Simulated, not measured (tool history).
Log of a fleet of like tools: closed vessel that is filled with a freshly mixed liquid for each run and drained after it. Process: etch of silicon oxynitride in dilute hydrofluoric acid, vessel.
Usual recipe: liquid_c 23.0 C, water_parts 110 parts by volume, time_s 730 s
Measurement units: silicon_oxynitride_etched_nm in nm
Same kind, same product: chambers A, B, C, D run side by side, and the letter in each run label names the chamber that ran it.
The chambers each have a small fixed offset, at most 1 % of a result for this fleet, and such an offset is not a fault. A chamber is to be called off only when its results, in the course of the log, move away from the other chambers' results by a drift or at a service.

| run | hour | liquid_c | water_parts | time_s | read-back film thickness of the silicon oxynitride reference wafer, read on the same gauge (nm) | silicon_oxynitride_etched_nm |
|---|---|---|---|---|---|---|
| 1C | 4.7 | 23.0 | 110 | 730 | 120.05 | 24.125 |
| 2B | 10.5 | 23.0 | 110 | 730 | 120.00 | 24.102 |
| 3D | 14.9 | 23.0 | 110 | 730 | 119.98 | 24.367 |
| 4A | 18.8 | 23.0 | 110 | 730 | 120.02 | 24.165 |
| 5A | 22.9 | 23.0 | 110 | 730 | 120.00 | 24.013 |
| 6C | 28.5 | 23.0 | 110 | 730 | 119.97 | 24.274 |
| 7B | 35.4 | 23.0 | 110 | 730 | 120.01 | 23.761 |
| 8D | 41.0 | 23.0 | 110 | 730 | 119.98 | 23.983 |
| 9D | 45.3 | 23.0 | 110 | 730 | 120.02 | 23.676 |
| 10B | 50.8 | 25.0 | 110 | 730 | 120.02 | 26.345 |
| 11C | 54.9 | 25.0 | 110 | 730 | 120.03 | 26.979 |
| 12A | 60.2 | 25.0 | 110 | 730 | 120.02 | 26.550 |
| 13C | 65.4 | 25.0 | 110 | 730 | 120.00 | 26.600 |
| 14A | 72.4 | 23.0 | 110 | 1100 | 119.95 | 36.580 |
| 15D | 78.5 | 23.0 | 110 | 1100 | 119.99 | 36.214 |
| 16B | 81.7 | 23.0 | 110 | 1100 | 119.99 | 36.558 |
| 17D | 87.5 | 23.0 | 110 | 1100 | 120.03 | 36.241 |
| 18B | 94.5 | 23.0 | 110 | 730 | 119.97 | 23.985 |
| 19C | 98.2 | 23.0 | 110 | 730 | 119.98 | 24.293 |
| 20A | 104.1 | 23.0 | 110 | 730 | 120.02 | 24.117 |
| 21A | 107.3 | 23.0 | 110 | 730 | 120.02 | 24.068 |
| 22B | 112.6 | 23.0 | 110 | 730 | 120.01 | 24.257 |
| 23C | 119.7 | 23.0 | 110 | 730 | 119.98 | 24.413 |
| 24D | 126.0 | 20.5 | 110 | 595 | 120.04 | 17.376 |
| 25B | 129.2 | 20.5 | 110 | 595 | 120.01 | 17.793 |
| 26A | 133.8 | 20.5 | 110 | 595 | 120.02 | 17.532 |
| 27C | 139.8 | 20.5 | 110 | 595 | 119.97 | 17.384 |
| 28D | 143.4 | 23.0 | 110 | 730 | 119.97 | 23.675 |
| 29C | 149.1 | 23.0 | 110 | 730 | 120.03 | 24.453 |
| 30A | 156.1 | 23.0 | 110 | 730 | 120.02 | 23.966 |
| 31D | 159.5 | 23.0 | 110 | 730 | 119.97 | 24.174 |
| 32B | 166.1 | 23.0 | 150 | 730 | 119.98 | 17.935 |

Each of the 4 chambers runs these same settings next. Fill in every chamber's results:
| 33A | 171.2 | 20.0 | 110 | 730 |  | ? |
| 33B | 171.2 | 20.0 | 110 | 730 |  | ? |
| 33C | 171.2 | 20.0 | 110 | 730 |  | ? |
| 33D | 171.2 | 20.0 | 110 | 730 |  | ? |

| run | silicon_oxynitride_etched_nm |
|---|---|
| 33A | 20.527 |
| 33B | 21.676 |
| 33C | 20.887 |
| 33D | 20.768 |
